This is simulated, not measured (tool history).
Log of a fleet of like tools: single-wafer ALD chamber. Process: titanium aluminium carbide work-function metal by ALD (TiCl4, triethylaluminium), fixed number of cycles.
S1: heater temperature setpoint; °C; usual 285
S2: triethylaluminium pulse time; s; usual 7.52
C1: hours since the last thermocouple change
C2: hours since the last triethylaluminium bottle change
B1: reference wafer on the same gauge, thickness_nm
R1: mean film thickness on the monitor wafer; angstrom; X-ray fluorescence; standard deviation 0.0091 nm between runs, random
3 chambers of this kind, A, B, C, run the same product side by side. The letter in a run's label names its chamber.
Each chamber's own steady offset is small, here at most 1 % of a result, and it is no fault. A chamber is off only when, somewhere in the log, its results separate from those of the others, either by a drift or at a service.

run 1C hour=3.3 | S1=285 S2=7.52 | C1=1580.8 C2=192.2 | B1=1.9202 | R1=17.785
run 2B hour=8.0 | S1=285 S2=7.52 | C1=837.5 C2=620.2 | B1=1.9206 | R1=17.825
run 3A hour=11.0 | S1=285 S2=7.52 | C1=414.8 C2=1285.0 | B1=1.9228 | R1=17.681
run 4A hour=14.0 | S1=285 S2=7.52 | C1=417.8 C2=1288.0 | B1=1.9221 | R1=17.685
run 5B hour=17.5 | S1=285 S2=7.52 | C1=847.0 C2=629.7 | B1=1.9199 | R1=17.803
run 6C hour=20.2 | S1=285 S2=7.52 | C1=1597.7 C2=209.1 | B1=1.9182 | R1=17.839
run 7A hour=22.8 | S1=285 S2=7.52 | C1=426.6 C2=1296.8 | B1=1.9199 | R1=17.628
run 8C hour=25.9 | S1=285 S2=7.52 | C1=1603.4 C2=214.8 | B1=1.9165 | R1=17.731
run 9B hour=28.3 | S1=285 S2=7.52 | C1=857.8 C2=640.5 | B1=1.9176 | R1=17.963
run 10C hour=32.5 | S1=285 S2=7.52 | C1=1610.0 C2=221.4 | B1=1.9197 | R1=17.749
run 11B hour=36.5 | S1=285 S2=7.52 | C1=866.0 C2=648.7 | B1=1.9202 | R1=18.053
run 12A hour=38.9 | S1=285 S2=7.52 | C1=442.7 C2=1312.9 | B1=1.9197 | R1=17.632
run 13C hour=41.5 | S1=285 S2=7.52 | C1=1619.0 C2=230.4 | B1=1.9195 | R1=17.766
run 14A hour=45.4 | S1=285 S2=7.52 | C1=449.2 C2=1319.4 | B1=1.9158 | R1=17.744
run 15B hour=48.0 | S1=285 S2=7.52 | C1=877.5 C2=660.2 | B1=1.9195 | R1=17.919
run 16B hour=51.3 | S1=285 S2=7.52 | C1=880.8 C2=663.5 | B1=1.9183 | R1=17.794
run 17A hour=55.1 | S1=285 S2=7.52 | C1=458.9 C2=1329.1 | B1=1.9215 | R1=17.654
run 18C hour=59.3 | S1=285 S2=7.52 | C1=1636.8 C2=248.2 | B1=1.9192 | R1=17.927
run 19C hour=64.0 | S1=285 S2=7.52 | C1=1641.5 C2=252.9 | B1=1.9195 | R1=17.996
run 20B hour=68.1 | S1=297 S2=8.99 | C1=897.6 C2=680.3 | B1=1.9211 | R1=19.452
run 21A hour=71.7 | S1=297 S2=8.99 | C1=475.5 C2=1345.7 | B1=1.9208 | R1=19.367
run 22C hour=76.0 | S1=297 S2=8.99 | C1=1653.5 C2=264.9 | B1=1.9210 | R1=19.491
run 23B hour=78.3 | S1=285 S2=7.52 | C1=907.8 C2=690.5 | B1=1.9205 | R1=17.913
run 24A hour=83.3 | S1=285 S2=7.52 | C1=487.1 C2=1357.3 | B1=1.9202 | R1=17.825
run 25A hour=86.1 | S1=271 S2=7.52 | C1=489.9 C2=1360.1 | B1=1.9198 | R1=16.670
run 26C hour=91.3 | S1=271 S2=7.52 | C1=1668.8 C2=280.2 | B1=1.9200 | R1=16.755
run 27B hour=94.9 | S1=271 S2=7.52 | C1=924.4 C2=707.1 | B1=1.9184 | R1=16.804
run 28B hour=99.1 | S1=295 S2=7.52 | C1=928.6 C2=711.3 | B1=1.9202 | R1=18.687
run 29C hour=102.6 | S1=295 S2=7.52 | C1=1680.1 C2=291.5 | B1=1.9207 | R1=18.669
run 30A hour=107.2 | S1=295 S2=7.52 | C1=511.0 C2=1381.2 | B1=1.9200 | R1=18.286
run 31C hour=112.0 | S1=285 S2=7.52 | C1=1689.5 C2=300.9 | B1=1.9204 | R1=17.893
run 32A hour=116.5 | S1=285 S2=7.52 | C1=520.3 C2=1390.5 | B1=1.9191 | R1=17.811
run 33B hour=119.6 | S1=285 S2=7.52 | C1=949.1 C2=731.8 | B1=1.9214 | R1=17.931

Next, every chamber runs the same settings. What will each give?
run 34A hour=123.3 | S1=285 S2=7.52 | R1=?
run 34B hour=123.3 | S1=285 S2=7.52 | R1=?
run 34C hour=123.3 | S1=285 S2=7.52 | R1=?

run=34A R1=17.628
run=34B R1=17.905
run=34C R1=17.817
